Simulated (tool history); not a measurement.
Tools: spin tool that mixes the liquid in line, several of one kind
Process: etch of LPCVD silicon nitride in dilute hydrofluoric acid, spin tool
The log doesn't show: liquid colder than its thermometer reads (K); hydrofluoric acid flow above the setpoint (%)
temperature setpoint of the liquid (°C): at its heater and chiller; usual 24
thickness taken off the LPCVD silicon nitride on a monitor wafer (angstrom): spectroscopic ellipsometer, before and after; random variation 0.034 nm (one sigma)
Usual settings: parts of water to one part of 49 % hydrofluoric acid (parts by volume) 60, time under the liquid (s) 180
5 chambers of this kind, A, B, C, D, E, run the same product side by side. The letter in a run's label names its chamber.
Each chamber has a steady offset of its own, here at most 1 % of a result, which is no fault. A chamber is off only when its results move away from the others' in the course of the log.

run,hour,temperature setpoint of the liquid (°C),parts of water to one part of 49 % hydrofluoric acid (parts by volume),time under the liquid (s),hours since the thermometer was replaced,hours since the hydrofluoric acid flow meter was replaced,"read-back film thickness of the LPCVD silicon nitride reference wafer, read on the same gauge (nm)",thickness taken off the LPCVD silicon nitride on a monitor wafer (angstrom)
1B,7.4,24,60,180,121.4,170.2,59.987,16.543
2E,11.8,24,60,180,2355,239.6,59.992,15.832
3D,16.4,24,60,180,116.4,948.2,60.019,16.049
4C,24.4,24,60,180,1879.3,1355.3,59.99,15.521
5A,30.1,24,60,180,468.6,1818,60.008,16.565
6A,34.3,24,60,180,472.8,1822.2,59.995,15.403
7B,40.8,24,60,180,154.8,203.6,59.996,16.217
8C,48.8,24,60,180,1903.7,1379.7,60.041,16.246
9E,56,24,60,180,2399.2,283.8,59.988,16.25
10D,64.4,24,85,90,164.4,996.2,59.98,5.5536
11A,72.7,24,85,90,511.2,1860.6,60.047,5.8371
12E,80.8,24,85,90,2424,308.6,60.035,5.6281
13D,87.3,24,85,90,187.3,1019.1,59.954,5.435
14C,95.8,24,85,90,1950.7,1426.7,59.999,5.8271
15B,102.2,24,60,180,216.2,265,60.033,16.211
16C,108.1,24,60,180,1963,1439,59.999,15.321
# hour 109.1: chamber A: hydrofluoric acid flow meter replaced
17A,113.7,24,60,180,552.2,4.7,60.016,15.537
18E,119.2,24,60,180,2462.4,347,59.962,15.861
19B,126.7,24,60,180,240.7,289.5,59.977,16.797
20D,132.2,24,60,180,232.2,1064,60,15.742
21C,139.8,24,60,180,1994.7,1470.7,59.947,15.852
22B,146.2,24,60,180,260.2,309,59.975,16.054
23D,153.2,24,60,180,253.2,1085,59.963,15.455
24E,158.1,24,60,180,2501.3,385.9,60,15.978
25A,165.8,24,60,180,604.3,56.8,60.01,14.899
26D,172.6,24,60,180,272.6,1104.4,60.012,15.665
27C,179.6,24,60,180,2034.5,1510.5,59.989,16.089
28E,183.7,24,60,180,2526.9,411.5,60.008,15.474
29A,188.9,24,60,180,627.4,79.9,59.984,14.678
30B,192.8,24,60,180,306.8,355.6,60.004,16.341
31D,200.5,24,60,180,300.5,1132.3,60.049,15.327
32B,204.6,24,60,180,318.6,367.4,60.015,16.632
33C,213,24,60,180,2067.9,1543.9,60.02,16.239
34A,220.3,24,60,180,658.8,111.3,60.029,14.144
35E,228.8,24,60,180,2572,456.6,59.991,15.755
36A,233,24,60,180,671.5,124,60.014,14.675
37D,240.4,24,60,180,340.4,1172.2,59.986,15.893
38C,245.1,24,60,180,2100,1576,59.997,16.126
39E,251,24,60,180,2594.2,478.8,59.959,16.082
40B,255.5,24,60,180,369.5,418.3,60.026,15.991
41A,261.7,24,60,180,700.2,152.7,59.979,13.823

Next, every chamber runs the same settings. What will each give?
42A,267.9,24,60,130,,,,?
42B,267.9,24,60,130,,,,?
42C,267.9,24,60,130,,,,?
42D,267.9,24,60,130,,,,?
42E,267.9,24,60,130,,,,?

run,thickness taken off the LPCVD silicon nitride on a monitor wafer (angstrom)
42A,9.9158
42B,12.011
42C,11.658
42D,11.536
42E,12.004
